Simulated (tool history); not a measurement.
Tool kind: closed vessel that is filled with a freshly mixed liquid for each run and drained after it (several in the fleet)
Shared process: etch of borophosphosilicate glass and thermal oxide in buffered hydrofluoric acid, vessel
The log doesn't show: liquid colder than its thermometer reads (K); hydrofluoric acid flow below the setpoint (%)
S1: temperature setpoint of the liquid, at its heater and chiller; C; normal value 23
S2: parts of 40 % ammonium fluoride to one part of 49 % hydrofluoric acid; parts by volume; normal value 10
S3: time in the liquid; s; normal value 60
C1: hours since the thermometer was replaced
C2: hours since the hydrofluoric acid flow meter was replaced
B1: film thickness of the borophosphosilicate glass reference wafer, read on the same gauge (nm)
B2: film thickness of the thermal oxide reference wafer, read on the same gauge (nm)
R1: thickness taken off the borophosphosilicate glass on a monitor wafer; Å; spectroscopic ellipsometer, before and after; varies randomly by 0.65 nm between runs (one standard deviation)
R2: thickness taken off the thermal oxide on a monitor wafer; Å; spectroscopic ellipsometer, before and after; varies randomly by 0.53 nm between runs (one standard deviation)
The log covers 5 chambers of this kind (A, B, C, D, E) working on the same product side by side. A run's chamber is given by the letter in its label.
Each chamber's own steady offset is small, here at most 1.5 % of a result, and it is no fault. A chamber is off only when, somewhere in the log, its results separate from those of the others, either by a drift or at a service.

| run | hour | S1 | S2 | S3 | C1 | C2 | B1 | B2 | R1 | R2 |
|---|---|---|---|---|---|---|---|---|---|---|
| 1D | 9 | 23 | 10 | 60 | 47.2 | 1936.4 | 69.997 | 79.991 | 780.72 | 614.89 |
| 2B | 21.1 | 23 | 10 | 60 | 1831 | 210.1 | 70.023 | 80.017 | 793.32 | 631.4 |
| 3C | 33.7 | 23 | 10 | 60 | 1484.5 | 777.9 | 69.994 | 80.005 | 797.87 | 630.62 |
| 4A | 47.1 | 23 | 10 | 60 | 1039.7 | 339.1 | 69.993 | 79.974 | 803.09 | 622.63 |
| 5E | 59 | 23 | 10 | 60 | 1146.2 | 718.2 | 70.02 | 79.997 | 800.65 | 611.96 |
| 6D | 72.5 | 23 | 10 | 60 | 110.7 | 1999.9 | 69.988 | 79.996 | 795.9 | 621.36 |
| 7A | 83.8 | 23 | 10 | 75 | 1076.4 | 375.8 | 70 | 80.006 | 1020.4 | 769.2 |
| 8C | 93.6 | 23 | 10 | 75 | 1544.4 | 837.8 | 69.992 | 79.99 | 1006 | 793.73 |
| 9B | 106.7 | 23 | 10 | 75 | 1916.6 | 295.7 | 69.993 | 80.022 | 1002 | 789.54 |
| 10E | 120.2 | 23 | 10 | 75 | 1207.4 | 779.4 | 69.996 | 79.989 | 1005.6 | 770.4 |
| 11A | 133.2 | 23 | 10 | 75 | 1125.8 | 425.2 | 69.988 | 79.986 | 1002.9 | 780.34 |
| 12C | 141.1 | 25.5 | 13.5 | 60 | 1591.9 | 885.3 | 69.979 | 80.01 | 681.78 | 534.31 |
| 13B | 149.7 | 25.5 | 13.5 | 60 | 1959.6 | 338.7 | 69.988 | 80.011 | 680.6 | 528.09 |
| 14E | 164.4 | 25.5 | 13.5 | 60 | 1251.6 | 823.6 | 69.986 | 79.994 | 683.55 | 527.76 |
| 15D | 178.2 | 25.5 | 13.5 | 60 | 216.4 | 2105.6 | 69.964 | 80.004 | 670.75 | 541.68 |
| 16D | 190.7 | 25.5 | 13.5 | 60 | 228.9 | 2118.1 | 69.98 | 79.999 | 682.91 | 539.26 |
| 17B | 206.4 | 23 | 10 | 60 | 2016.3 | 395.4 | 69.991 | 80.002 | 795.9 | 632.04 |
| 18C | 216.6 | 23 | 10 | 60 | 1667.4 | 960.8 | 70.001 | 80.012 | 781.78 | 630.28 |
| 19A | 226 | 23 | 10 | 60 | 1218.6 | 518 | 69.986 | 79.999 | 805.63 | 619.74 |
| 20E | 236.5 | 23 | 10 | 60 | 1323.7 | 895.7 | 70.005 | 80.008 | 794.99 | 625.86 |
| 21E | 243.6 | 20 | 10 | 40 | 1330.8 | 902.8 | 70.005 | 80.008 | 451.3 | 353.56 |
| 22D | 254.9 | 20 | 10 | 40 | 293.1 | 2182.3 | 69.995 | 79.997 | 445.66 | 349.54 |
| 23C | 262.8 | 20 | 10 | 40 | 1713.6 | 1007 | 70.018 | 80.007 | 450.94 | 356.78 |
|  | 275.5 | chamber E: thermometer replaced |
| 24B | 277.7 | 20 | 10 | 40 | 2087.6 | 466.7 | 69.977 | 80 | 442.38 | 355.94 |
|  | 281.1 | chamber A: thermometer replaced |
| 25A | 286.9 | 20 | 10 | 40 | 5.9 | 578.9 | 70.013 | 79.995 | 446.16 | 353.79 |
| 26B | 301.4 | 26.5 | 10 | 60 | 2111.3 | 490.4 | 69.998 | 80.014 | 964.27 | 771.5 |
|  | 303.8 | chamber C: hydrofluoric acid flow meter replaced |
| 27C | 312.1 | 26.5 | 10 | 60 | 1762.9 | 8.4 | 70.003 | 80.035 | 957.59 | 765.2 |
| 28E | 319.3 | 26.5 | 10 | 60 | 43.8 | 978.5 | 69.976 | 79.991 | 964.99 | 753.45 |
| 29A | 328.4 | 26.5 | 10 | 60 | 47.4 | 620.4 | 70.004 | 79.996 | 959.81 | 754.06 |
| 30D | 335.6 | 26.5 | 10 | 60 | 373.8 | 2263 | 70.04 | 79.995 | 952.29 | 754.12 |
| 31E | 349.8 | 23 | 10 | 60 | 74.3 | 1009 | 70.025 | 80.03 | 803.41 | 623.13 |
| 32B | 359.4 | 23 | 10 | 60 | 2169.3 | 548.4 | 70.007 | 79.991 | 796.34 | 634.92 |

What goes on in this fleet: one chamber off, a drifting gauge, or nothing beyond the chambers' own small offsets? Name the chamber and the cause, if any.

No chamber is off and the gauge is stable; the differences are just each chamber's small, constant offset.
